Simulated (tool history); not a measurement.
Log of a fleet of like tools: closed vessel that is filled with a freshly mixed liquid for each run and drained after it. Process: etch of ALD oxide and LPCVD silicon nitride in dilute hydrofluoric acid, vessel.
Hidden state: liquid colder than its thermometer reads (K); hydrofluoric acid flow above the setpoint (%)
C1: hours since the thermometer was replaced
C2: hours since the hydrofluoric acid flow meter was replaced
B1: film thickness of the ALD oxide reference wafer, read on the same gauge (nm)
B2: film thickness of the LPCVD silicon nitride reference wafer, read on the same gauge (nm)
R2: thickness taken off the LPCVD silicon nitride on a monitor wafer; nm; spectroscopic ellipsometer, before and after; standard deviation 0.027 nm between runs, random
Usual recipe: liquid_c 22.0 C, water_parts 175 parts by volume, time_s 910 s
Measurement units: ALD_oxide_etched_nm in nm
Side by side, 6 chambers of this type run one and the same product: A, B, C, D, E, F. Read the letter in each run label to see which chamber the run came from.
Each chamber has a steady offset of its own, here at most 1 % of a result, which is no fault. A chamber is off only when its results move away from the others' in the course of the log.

{"run": "1F", "hour": 4.1, "liquid_c": 22.0, "water_parts": 175, "time_s": 910, "C1": 687.0, "C2": 410.4, "B1": 49.973, "B2": 119.99, "ALD_oxide_etched_nm": 44.346, "R2": 2.5819}
{"run": "2C", "hour": 10.3, "liquid_c": 22.0, "water_parts": 175, "time_s": 910, "C1": 1252.1, "C2": 1216.8, "B1": 49.985, "B2": 119.98, "ALD_oxide_etched_nm": 43.261, "R2": 2.6154}
{"run": "3E", "hour": 14.6, "liquid_c": 22.0, "water_parts": 175, "time_s": 910, "C1": 690.0, "C2": 261.6, "B1": 49.969, "B2": 120.0, "ALD_oxide_etched_nm": 44.833, "R2": 2.6505}
{"run": "4A", "hour": 19.1, "liquid_c": 22.0, "water_parts": 175, "time_s": 910, "C1": 1248.3, "C2": 1045.8, "B1": 49.966, "B2": 120.0, "ALD_oxide_etched_nm": 43.894, "R2": 2.6538}
{"run": "5D", "hour": 23.9, "liquid_c": 22.0, "water_parts": 175, "time_s": 910, "C1": 634.8, "C2": 350.8, "B1": 50.0, "B2": 119.97, "ALD_oxide_etched_nm": 43.602, "R2": 2.5943}
{"run": "6B", "hour": 27.8, "liquid_c": 22.0, "water_parts": 175, "time_s": 910, "C1": 439.9, "C2": 1218.7, "B1": 49.974, "B2": 119.97, "ALD_oxide_etched_nm": 44.023, "R2": 2.6712}
{"run": "7F", "hour": 33.3, "liquid_c": 22.0, "water_parts": 175, "time_s": 910, "C1": 716.2, "C2": 439.6, "B1": 49.99, "B2": 120.02, "ALD_oxide_etched_nm": 44.475, "R2": 2.5994}
{"run": "8C", "hour": 36.9, "liquid_c": 22.0, "water_parts": 175, "time_s": 910, "C1": 1278.7, "C2": 1243.4, "B1": 50.011, "B2": 119.99, "ALD_oxide_etched_nm": 43.584, "R2": 2.6434}
{"run": "9E", "hour": 43.3, "liquid_c": 22.0, "water_parts": 175, "time_s": 910, "C1": 718.7, "C2": 290.3, "B1": 49.972, "B2": 119.99, "ALD_oxide_etched_nm": 44.524, "R2": 2.6566}
{"run": "10A", "hour": 49.8, "liquid_c": 22.0, "water_parts": 175, "time_s": 910, "C1": 1279.0, "C2": 1076.5, "B1": 49.994, "B2": 120.0, "ALD_oxide_etched_nm": 44.204, "R2": 2.6615}
{"run": "11B", "hour": 53.8, "liquid_c": 22.0, "water_parts": 175, "time_s": 910, "C1": 465.9, "C2": 1244.7, "B1": 50.016, "B2": 120.0, "ALD_oxide_etched_nm": 43.651, "R2": 2.6226}
{"run": "12D", "hour": 60.1, "liquid_c": 22.0, "water_parts": 175, "time_s": 910, "C1": 671.0, "C2": 387.0, "B1": 49.993, "B2": 119.98, "ALD_oxide_etched_nm": 44.279, "R2": 2.673}
{"run": "13C", "hour": 63.8, "liquid_c": 22.0, "water_parts": 175, "time_s": 910, "C1": 1305.6, "C2": 1270.3, "B1": 50.032, "B2": 120.04, "ALD_oxide_etched_nm": 43.182, "R2": 2.6321}
{"run": "14D", "hour": 70.3, "liquid_c": 22.0, "water_parts": 175, "time_s": 910, "C1": 681.2, "C2": 397.2, "B1": 49.978, "B2": 120.06, "ALD_oxide_etched_nm": 44.497, "R2": 2.6121}
{"run": "15A", "hour": 77.0, "liquid_c": 22.0, "water_parts": 175, "time_s": 910, "C1": 1306.2, "C2": 1103.7, "B1": 50.031, "B2": 120.0, "ALD_oxide_etched_nm": 45.01, "R2": 2.6533}
{"run": "16E", "hour": 80.5, "liquid_c": 22.0, "water_parts": 175, "time_s": 910, "C1": 755.9, "C2": 327.5, "B1": 50.023, "B2": 119.99, "ALD_oxide_etched_nm": 44.616, "R2": 2.6841}
{"run": "17F", "hour": 86.9, "liquid_c": 22.0, "water_parts": 175, "time_s": 910, "C1": 769.8, "C2": 493.2, "B1": 49.977, "B2": 120.05, "ALD_oxide_etched_nm": 44.185, "R2": 2.6173}
{"run": "18B", "hour": 90.0, "liquid_c": 22.0, "water_parts": 175, "time_s": 910, "C1": 502.1, "C2": 1280.9, "B1": 50.004, "B2": 120.0, "ALD_oxide_etched_nm": 44.017, "R2": 2.5746}
{"run": "19C", "hour": 96.4, "liquid_c": 22.0, "water_parts": 175, "time_s": 910, "C1": 1338.2, "C2": 1302.9, "B1": 49.978, "B2": 119.99, "ALD_oxide_etched_nm": 44.257, "R2": 2.6561}
{"hour": 98.7, "done": "chamber B: hydrofluoric acid flow meter replaced"}
{"run": "20B", "hour": 100.9, "liquid_c": 24.5, "water_parts": 175, "time_s": 710, "C1": 513.0, "C2": 2.3, "B1": 50.004, "B2": 120.02, "ALD_oxide_etched_nm": 37.824, "R2": 2.4133}
{"run": "21D", "hour": 104.0, "liquid_c": 24.5, "water_parts": 175, "time_s": 710, "C1": 714.9, "C2": 430.9, "B1": 50.019, "B2": 120.02, "ALD_oxide_etched_nm": 38.129, "R2": 2.4465}
{"run": "22A", "hour": 107.6, "liquid_c": 24.5, "water_parts": 175, "time_s": 710, "C1": 1336.8, "C2": 1134.3, "B1": 50.027, "B2": 119.99, "ALD_oxide_etched_nm": 39.232, "R2": 2.4449}
{"run": "23E", "hour": 112.4, "liquid_c": 24.5, "water_parts": 175, "time_s": 710, "C1": 787.8, "C2": 359.4, "B1": 50.017, "B2": 120.01, "ALD_oxide_etched_nm": 38.287, "R2": 2.4312}
{"hour": 115.5, "done": "chamber D: thermometer replaced"}
{"run": "24F", "hour": 115.9, "liquid_c": 24.5, "water_parts": 175, "time_s": 710, "C1": 798.8, "C2": 522.2, "B1": 50.005, "B2": 120.0, "ALD_oxide_etched_nm": 37.561, "R2": 2.3848}
{"run": "25C", "hour": 122.2, "liquid_c": 24.5, "water_parts": 175, "time_s": 710, "C1": 1364.0, "C2": 1328.7, "B1": 50.016, "B2": 120.02, "ALD_oxide_etched_nm": 36.82, "R2": 2.4479}
{"run": "26B", "hour": 125.4, "liquid_c": 22.0, "water_parts": 175, "time_s": 910, "C1": 537.5, "C2": 26.8, "B1": 49.98, "B2": 120.0, "ALD_oxide_etched_nm": 43.647, "R2": 2.5783}
{"run": "27F", "hour": 129.9, "liquid_c": 22.0, "water_parts": 175, "time_s": 910, "C1": 812.8, "C2": 536.2, "B1": 50.055, "B2": 120.01, "ALD_oxide_etched_nm": 44.271, "R2": 2.5924}
{"run": "28A", "hour": 133.5, "liquid_c": 22.0, "water_parts": 175, "time_s": 910, "C1": 1362.7, "C2": 1160.2, "B1": 50.007, "B2": 120.01, "ALD_oxide_etched_nm": 46.109, "R2": 2.739}
{"run": "29E", "hour": 140.1, "liquid_c": 22.0, "water_parts": 100, "time_s": 910, "C1": 815.5, "C2": 387.1, "B1": 49.999, "B2": 120.0, "ALD_oxide_etched_nm": 84.894, "R2": 4.6075}
{"run": "30D", "hour": 146.8, "liquid_c": 22.0, "water_parts": 100, "time_s": 910, "C1": 31.4, "C2": 473.7, "B1": 50.017, "B2": 120.01, "ALD_oxide_etched_nm": 83.455, "R2": 4.5797}
{"run": "31E", "hour": 153.6, "liquid_c": 22.0, "water_parts": 100, "time_s": 910, "C1": 829.0, "C2": 400.6, "B1": 49.984, "B2": 119.97, "ALD_oxide_etched_nm": 85.681, "R2": 4.594}
{"run": "32A", "hour": 158.2, "liquid_c": 22.0, "water_parts": 100, "time_s": 910, "C1": 1387.4, "C2": 1184.9, "B1": 50.024, "B2": 120.0, "ALD_oxide_etched_nm": 86.476, "R2": 4.6807}
{"hour": 159.5, "done": "chamber C: hydrofluoric acid flow meter replaced"}
{"run": "33D", "hour": 164.6, "liquid_c": 22.0, "water_parts": 100, "time_s": 910, "C1": 49.2, "C2": 491.5, "B1": 49.986, "B2": 119.96, "ALD_oxide_etched_nm": 85.529, "R2": 4.573}
{"run": "34B", "hour": 171.4, "liquid_c": 22.0, "water_parts": 100, "time_s": 910, "C1": 583.5, "C2": 72.8, "B1": 49.988, "B2": 120.01, "ALD_oxide_etched_nm": 84.402, "R2": 4.4773}
{"run": "35F", "hour": 174.7, "liquid_c": 22.0, "water_parts": 175, "time_s": 910, "C1": 857.6, "C2": 581.0, "B1": 50.004, "B2": 120.01, "ALD_oxide_etched_nm": 44.396, "R2": 2.619}
{"run": "36C", "hour": 179.5, "liquid_c": 22.0, "water_parts": 175, "time_s": 910, "C1": 1421.3, "C2": 20.0, "B1": 49.967, "B2": 119.99, "ALD_oxide_etched_nm": 43.344, "R2": 2.629}
{"run": "37F", "hour": 184.4, "liquid_c": 22.0, "water_parts": 175, "time_s": 910, "C1": 867.3, "C2": 590.7, "B1": 49.961, "B2": 120.02, "ALD_oxide_etched_nm": 44.047, "R2": 2.5978}
{"run": "38A", "hour": 191.1, "liquid_c": 22.0, "water_parts": 175, "time_s": 910, "C1": 1420.3, "C2": 1217.8, "B1": 49.991, "B2": 120.03, "ALD_oxide_etched_nm": 46.756, "R2": 2.7245}
{"run": "39E", "hour": 198.1, "liquid_c": 22.0, "water_parts": 175, "time_s": 910, "C1": 873.5, "C2": 445.1, "B1": 50.005, "B2": 120.03, "ALD_oxide_etched_nm": 44.819, "R2": 2.6608}
{"run": "40B", "hour": 204.8, "liquid_c": 22.0, "water_parts": 145, "time_s": 740, "C1": 616.9, "C2": 106.2, "B1": 50.004, "B2": 119.99, "ALD_oxide_etched_nm": 44.085, "R2": 2.589}
{"run": "41C", "hour": 208.6, "liquid_c": 22.0, "water_parts": 145, "time_s": 740, "C1": 1450.4, "C2": 49.1, "B1": 50.0, "B2": 119.97, "ALD_oxide_etched_nm": 44.376, "R2": 2.5473}

All chambers now run identical settings, listed one chamber a line with results as question marks. What results will each chamber show?
{"run": "42A", "hour": 213.7, "liquid_c": 22.0, "water_parts": 175, "time_s": 580, "ALD_oxide_etched_nm": "?", "R2": "?"}
{"run": "42B", "hour": 213.7, "liquid_c": 22.0, "water_parts": 175, "time_s": 580, "ALD_oxide_etched_nm": "?", "R2": "?"}
{"run": "42C", "hour": 213.7, "liquid_c": 22.0, "water_parts": 175, "time_s": 580, "ALD_oxide_etched_nm": "?", "R2": "?"}
{"run": "42D", "hour": 213.7, "liquid_c": 22.0, "water_parts": 175, "time_s": 580, "ALD_oxide_etched_nm": "?", "R2": "?"}
{"run": "42E", "hour": 213.7, "liquid_c": 22.0, "water_parts": 175, "time_s": 580, "ALD_oxide_etched_nm": "?", "R2": "?"}
{"run": "42F", "hour": 213.7, "liquid_c": 22.0, "water_parts": 175, "time_s": 580, "ALD_oxide_etched_nm": "?", "R2": "?"}

run=42A ALD_oxide_etched_nm=29.816 R2=1.7833
run=42B ALD_oxide_etched_nm=27.988 R2=1.6398
run=42C ALD_oxide_etched_nm=27.559 R2=1.6494
run=42D ALD_oxide_etched_nm=28.362 R2=1.6996
run=42E ALD_oxide_etched_nm=28.150 R2=1.6852
run=42F ALD_oxide_etched_nm=28.228 R2=1.6481
